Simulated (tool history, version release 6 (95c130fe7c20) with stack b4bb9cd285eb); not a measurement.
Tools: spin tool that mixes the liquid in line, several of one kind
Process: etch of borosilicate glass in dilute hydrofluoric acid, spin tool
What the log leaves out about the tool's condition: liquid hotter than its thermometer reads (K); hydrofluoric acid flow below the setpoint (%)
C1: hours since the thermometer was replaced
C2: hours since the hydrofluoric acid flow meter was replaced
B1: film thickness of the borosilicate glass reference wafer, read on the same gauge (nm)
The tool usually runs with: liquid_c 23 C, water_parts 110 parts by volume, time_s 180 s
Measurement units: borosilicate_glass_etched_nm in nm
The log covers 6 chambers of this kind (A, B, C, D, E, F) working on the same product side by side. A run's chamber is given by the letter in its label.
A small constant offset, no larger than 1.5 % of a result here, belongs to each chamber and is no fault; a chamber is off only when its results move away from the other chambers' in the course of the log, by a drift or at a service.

{"run": "1D", "hour": 6.0, "liquid_c": 23, "water_parts": 110, "time_s": 180, "C1": 363.7, "C2": 676.7, "B1": 40.006, "borosilicate_glass_etched_nm": 36.417}
{"run": "2C", "hour": 10.6, "liquid_c": 23, "water_parts": 110, "time_s": 180, "C1": 1641.2, "C2": 346.3, "B1": 39.995, "borosilicate_glass_etched_nm": 35.802}
{"run": "3A", "hour": 16.5, "liquid_c": 23, "water_parts": 110, "time_s": 180, "C1": 395.5, "C2": 607, "B1": 39.992, "borosilicate_glass_etched_nm": 35.38}
{"run": "4B", "hour": 21.6, "liquid_c": 23, "water_parts": 110, "time_s": 180, "C1": 464.5, "C2": 96.5, "B1": 39.98, "borosilicate_glass_etched_nm": 35.806}
{"run": "5F", "hour": 27.1, "liquid_c": 23, "water_parts": 110, "time_s": 180, "C1": 1289.8, "C2": 362.1, "B1": 39.977, "borosilicate_glass_etched_nm": 36.055}
{"run": "6E", "hour": 33.0, "liquid_c": 23, "water_parts": 110, "time_s": 180, "C1": 2182.8, "C2": 259.9, "B1": 40.034, "borosilicate_glass_etched_nm": 36.24}
{"run": "7C", "hour": 37.7, "liquid_c": 23, "water_parts": 110, "time_s": 180, "C1": 1668.3, "C2": 373.4, "B1": 39.963, "borosilicate_glass_etched_nm": 35.744}
{"run": "8A", "hour": 42.6, "liquid_c": 23, "water_parts": 110, "time_s": 180, "C1": 421.6, "C2": 633.1, "B1": 39.999, "borosilicate_glass_etched_nm": 35.556}
{"run": "9F", "hour": 45.3, "liquid_c": 23, "water_parts": 110, "time_s": 180, "C1": 1308, "C2": 380.3, "B1": 40, "borosilicate_glass_etched_nm": 36.363}
{"run": "10D", "hour": 49.6, "liquid_c": 23, "water_parts": 110, "time_s": 180, "C1": 407.3, "C2": 720.3, "B1": 40, "borosilicate_glass_etched_nm": 36.565}
{"run": "11B", "hour": 54.8, "liquid_c": 23, "water_parts": 110, "time_s": 180, "C1": 497.7, "C2": 129.7, "B1": 39.983, "borosilicate_glass_etched_nm": 36.24}
{"run": "12E", "hour": 59.0, "liquid_c": 23, "water_parts": 110, "time_s": 180, "C1": 2208.8, "C2": 285.9, "B1": 39.992, "borosilicate_glass_etched_nm": 36.342}
{"run": "13B", "hour": 64.5, "liquid_c": 23, "water_parts": 110, "time_s": 180, "C1": 507.4, "C2": 139.4, "B1": 39.982, "borosilicate_glass_etched_nm": 35.957}
{"run": "14F", "hour": 70.0, "liquid_c": 23, "water_parts": 110, "time_s": 180, "C1": 1332.7, "C2": 405, "B1": 39.998, "borosilicate_glass_etched_nm": 35.948}
{"run": "15E", "hour": 75.7, "liquid_c": 23, "water_parts": 110, "time_s": 180, "C1": 2225.5, "C2": 302.6, "B1": 39.971, "borosilicate_glass_etched_nm": 36.239}
{"run": "16A", "hour": 79.5, "liquid_c": 23, "water_parts": 130, "time_s": 130, "C1": 458.5, "C2": 670, "B1": 39.998, "borosilicate_glass_etched_nm": 21.231}
{"run": "17D", "hour": 82.7, "liquid_c": 23, "water_parts": 130, "time_s": 130, "C1": 440.4, "C2": 753.4, "B1": 39.991, "borosilicate_glass_etched_nm": 21.396}
{"run": "18C", "hour": 88.1, "liquid_c": 23, "water_parts": 130, "time_s": 130, "C1": 1718.7, "C2": 423.8, "B1": 39.99, "borosilicate_glass_etched_nm": 21.254}
{"run": "19D", "hour": 93.4, "liquid_c": 23, "water_parts": 130, "time_s": 130, "C1": 451.1, "C2": 764.1, "B1": 39.969, "borosilicate_glass_etched_nm": 21.458}
{"run": "20F", "hour": 98.9, "liquid_c": 23, "water_parts": 130, "time_s": 130, "C1": 1361.6, "C2": 433.9, "B1": 40.018, "borosilicate_glass_etched_nm": 21.384}
{"run": "21E", "hour": 103.6, "liquid_c": 23, "water_parts": 130, "time_s": 130, "C1": 2253.4, "C2": 330.5, "B1": 40.029, "borosilicate_glass_etched_nm": 21.815}
{"run": "22B", "hour": 109.5, "liquid_c": 23, "water_parts": 110, "time_s": 180, "C1": 552.4, "C2": 184.4, "B1": 40.003, "borosilicate_glass_etched_nm": 36.189}
{"run": "23C", "hour": 115.2, "liquid_c": 26, "water_parts": 110, "time_s": 180, "C1": 1745.8, "C2": 450.9, "B1": 40.011, "borosilicate_glass_etched_nm": 39.206}
{"run": "24A", "hour": 118.8, "liquid_c": 26, "water_parts": 110, "time_s": 180, "C1": 497.8, "C2": 709.3, "B1": 40.006, "borosilicate_glass_etched_nm": 40.105}
{"run": "25F", "hour": 124.4, "liquid_c": 26, "water_parts": 110, "time_s": 180, "C1": 1387.1, "C2": 459.4, "B1": 40.024, "borosilicate_glass_etched_nm": 40.713}
{"run": "26D", "hour": 130.1, "liquid_c": 26, "water_parts": 110, "time_s": 180, "C1": 487.8, "C2": 800.8, "B1": 39.994, "borosilicate_glass_etched_nm": 40.95}
{"run": "27A", "hour": 133.7, "liquid_c": 26, "water_parts": 110, "time_s": 180, "C1": 512.7, "C2": 724.2, "B1": 40.008, "borosilicate_glass_etched_nm": 39.887}
{"run": "28E", "hour": 137.2, "liquid_c": 26, "water_parts": 110, "time_s": 180, "C1": 2287, "C2": 364.1, "B1": 40.019, "borosilicate_glass_etched_nm": 40.419}
{"run": "29C", "hour": 142.4, "liquid_c": 23, "water_parts": 110, "time_s": 180, "C1": 1773, "C2": 478.1, "B1": 40.034, "borosilicate_glass_etched_nm": 34.408}
{"run": "30B", "hour": 147.5, "liquid_c": 23, "water_parts": 110, "time_s": 180, "C1": 590.4, "C2": 222.4, "B1": 40.007, "borosilicate_glass_etched_nm": 36.508}
{"run": "31B", "hour": 152.2, "liquid_c": 20, "water_parts": 65, "time_s": 180, "C1": 595.1, "C2": 227.1, "B1": 40.022, "borosilicate_glass_etched_nm": 56.63}
{"run": "32C", "hour": 157.5, "liquid_c": 20, "water_parts": 65, "time_s": 180, "C1": 1788.1, "C2": 493.2, "B1": 39.991, "borosilicate_glass_etched_nm": 54.846}
{"hour": 161.8, "done": "chamber C: thermometer replaced"}
{"run": "33E", "hour": 163.3, "liquid_c": 20, "water_parts": 65, "time_s": 180, "C1": 2313.1, "C2": 390.2, "B1": 39.986, "borosilicate_glass_etched_nm": 57.294}
{"run": "34D", "hour": 168.5, "liquid_c": 20, "water_parts": 65, "time_s": 180, "C1": 526.2, "C2": 839.2, "B1": 39.99, "borosilicate_glass_etched_nm": 57.576}
{"run": "35F", "hour": 172.8, "liquid_c": 20, "water_parts": 65, "time_s": 180, "C1": 1435.5, "C2": 507.8, "B1": 39.998, "borosilicate_glass_etched_nm": 55.816}
{"run": "36A", "hour": 178.3, "liquid_c": 20, "water_parts": 65, "time_s": 180, "C1": 557.3, "C2": 768.8, "B1": 39.99, "borosilicate_glass_etched_nm": 55.523}
{"run": "37A", "hour": 182.6, "liquid_c": 23, "water_parts": 110, "time_s": 180, "C1": 561.6, "C2": 773.1, "B1": 40, "borosilicate_glass_etched_nm": 35.387}
{"run": "38B", "hour": 186.1, "liquid_c": 23, "water_parts": 135, "time_s": 180, "C1": 629, "C2": 261, "B1": 40.021, "borosilicate_glass_etched_nm": 28.547}
{"run": "39C", "hour": 192.0, "liquid_c": 23, "water_parts": 135, "time_s": 180, "C1": 30.3, "C2": 527.7, "B1": 39.999, "borosilicate_glass_etched_nm": 26.075}
{"run": "40F", "hour": 195.6, "liquid_c": 23, "water_parts": 135, "time_s": 180, "C1": 1458.3, "C2": 530.6, "B1": 39.998, "borosilicate_glass_etched_nm": 28.717}

What goes on in this fleet: one chamber off, a drifting gauge, or nothing beyond the chambers' own small offsets? Name the chamber and the cause, if any.

Little by little, chamber C moves away from the other chambers.
Most likely cause: hydrofluoric acid flow below the setpoint (%) = 7.37.

Here are 4 candidates for chamber C's next run, each the usual settings with a change, their results left as question marks. Which one brings its results back in line with what the others give on the usual settings?
A result is in line if it is within this distance of the other chambers' mean on the usual settings: borosilicate_glass_etched_nm 0.77 nm
{"run": "41C-1", "hour": 199.9, "liquid_c": 25.5, "water_parts": 110, "time_s": 180, "borosilicate_glass_etched_nm": "?"}
{"run": "41C-2", "hour": 199.9, "liquid_c": 19.5, "water_parts": 110, "time_s": 180, "borosilicate_glass_etched_nm": "?"}
{"run": "41C-3", "hour": 199.9, "liquid_c": 23, "water_parts": 110, "time_s": 165, "borosilicate_glass_etched_nm": "?"}
{"run": "41C-4", "hour": 199.9, "liquid_c": 23.5, "water_parts": 110, "time_s": 205, "borosilicate_glass_etched_nm": "?"}

Other chambers, usual settings, mean: borosilicate_glass_etched_nm 35.967 nm
run=41C-1 borosilicate_glass_etched_nm=36.26
run=41C-2 borosilicate_glass_etched_nm=28.539
run=41C-3 borosilicate_glass_etched_nm=30.14
run=41C-4 borosilicate_glass_etched_nm=38.191
With 41C-1, the chamber falls back in line with the rest.

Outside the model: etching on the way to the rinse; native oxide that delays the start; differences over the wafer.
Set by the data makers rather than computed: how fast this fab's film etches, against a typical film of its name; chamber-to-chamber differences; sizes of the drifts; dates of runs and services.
